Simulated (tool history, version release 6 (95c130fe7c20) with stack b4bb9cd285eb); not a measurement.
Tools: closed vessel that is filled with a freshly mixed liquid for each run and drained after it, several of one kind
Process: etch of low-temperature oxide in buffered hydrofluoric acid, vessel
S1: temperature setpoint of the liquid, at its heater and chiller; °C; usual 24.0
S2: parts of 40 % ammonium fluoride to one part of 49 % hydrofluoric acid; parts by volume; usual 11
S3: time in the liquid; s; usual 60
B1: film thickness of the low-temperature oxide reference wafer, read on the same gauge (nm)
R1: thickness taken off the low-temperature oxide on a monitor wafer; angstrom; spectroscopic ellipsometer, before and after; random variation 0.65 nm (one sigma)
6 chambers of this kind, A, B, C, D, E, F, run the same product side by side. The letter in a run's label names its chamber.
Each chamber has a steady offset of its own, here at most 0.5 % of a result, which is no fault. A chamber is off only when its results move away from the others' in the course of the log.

| run | hour | S1 | S2 | S3 | B1 | R1 |
|---|---|---|---|---|---|---|
| 1F | 6.0 | 24.0 | 11 | 60 | 99.984 | 1129.70 |
| 2E | 9.8 | 24.0 | 11 | 60 | 100.000 | 1135.80 |
| 3C | 17.2 | 24.0 | 11 | 60 | 100.020 | 1123.80 |
| 4D | 24.7 | 24.0 | 11 | 60 | 99.991 | 1135.00 |
| 5A | 28.5 | 24.0 | 11 | 60 | 99.994 | 1131.40 |
| 6B | 34.8 | 24.0 | 11 | 60 | 99.989 | 1132.70 |
| 7A | 40.8 | 24.0 | 11 | 50 | 100.010 | 940.41 |
| 8D | 47.9 | 24.0 | 11 | 50 | 99.988 | 938.18 |
|  | 50.2 | chamber B: hydrofluoric acid flow meter replaced |
| 9B | 52.9 | 24.0 | 11 | 50 | 99.975 | 938.05 |
| 10E | 59.0 | 24.0 | 11 | 50 | 99.974 | 935.68 |
| 11C | 65.4 | 24.0 | 11 | 50 | 100.010 | 938.16 |
| 12F | 72.4 | 24.0 | 11 | 50 | 100.010 | 937.75 |
| 13F | 80.1 | 24.0 | 11 | 60 | 99.999 | 1127.80 |
| 14E | 84.1 | 24.0 | 11 | 60 | 100.000 | 1127.40 |
| 15A | 87.4 | 24.0 | 11 | 60 | 100.010 | 1092.40 |
| 16B | 92.4 | 24.0 | 11 | 60 | 99.997 | 1119.30 |
| 17D | 98.7 | 29.0 | 11 | 60 | 99.984 | 1464.30 |
| 18C | 102.4 | 29.0 | 11 | 60 | 100.020 | 1480.80 |
| 19B | 106.5 | 29.0 | 11 | 60 | 100.030 | 1463.70 |
| 20E | 113.3 | 29.0 | 11 | 60 | 100.000 | 1467.60 |
| 21D | 118.4 | 29.0 | 11 | 60 | 100.000 | 1473.10 |
| 22A | 125.5 | 29.0 | 11 | 60 | 100.010 | 1409.80 |
| 23F | 130.3 | 24.0 | 11 | 60 | 99.980 | 1128.80 |
| 24C | 134.8 | 24.0 | 11 | 60 | 99.996 | 1132.20 |
| 25A | 138.3 | 24.0 | 11 | 60 | 99.990 | 1086.60 |
| 26D | 144.5 | 24.0 | 11 | 60 | 99.988 | 1126.70 |
| 27E | 148.7 | 24.0 | 11 | 60 | 99.991 | 1129.80 |
| 28B | 155.7 | 24.0 | 8 | 85 | 99.988 | 2149.90 |
| 29C | 161.1 | 24.0 | 8 | 85 | 100.010 | 2150.70 |
| 30F | 165.9 | 24.0 | 8 | 85 | 100.030 | 2121.00 |
| 31D | 173.6 | 24.0 | 8 | 85 | 99.982 | 2141.30 |
| 32F | 181.1 | 24.0 | 8 | 85 | 100.000 | 2117.00 |
| 33B | 185.0 | 24.0 | 8 | 85 | 100.000 | 2120.90 |
| 34A | 190.4 | 24.0 | 11 | 60 | 99.980 | 1065.10 |
| 35E | 196.1 | 27.0 | 13 | 60 | 100.020 | 1128.00 |
| 36C | 200.4 | 27.0 | 13 | 60 | 100.020 | 1128.00 |
| 37A | 207.4 | 27.0 | 13 | 60 | 99.982 | 1045.50 |
| 38F | 211.2 | 27.0 | 13 | 60 | 100.030 | 1135.60 |
| 39E | 217.9 | 27.0 | 13 | 60 | 99.982 | 1139.60 |

All 6 chambers run these settings next. Forecast each chamber's results:
| 40A | 223.4 | 20.5 | 11 | 60 |  | ? |
| 40B | 223.4 | 20.5 | 11 | 60 |  | ? |
| 40C | 223.4 | 20.5 | 11 | 60 |  | ? |
| 40D | 223.4 | 20.5 | 11 | 60 |  | ? |
| 40E | 223.4 | 20.5 | 11 | 60 |  | ? |
| 40F | 223.4 | 20.5 | 11 | 60 |  | ? |

| run | R1 |
|---|---|
| 40A | 871.02 |
| 40B | 927.61 |
| 40C | 924.16 |
| 40D | 936.96 |
| 40E | 937.01 |
| 40F | 934.40 |

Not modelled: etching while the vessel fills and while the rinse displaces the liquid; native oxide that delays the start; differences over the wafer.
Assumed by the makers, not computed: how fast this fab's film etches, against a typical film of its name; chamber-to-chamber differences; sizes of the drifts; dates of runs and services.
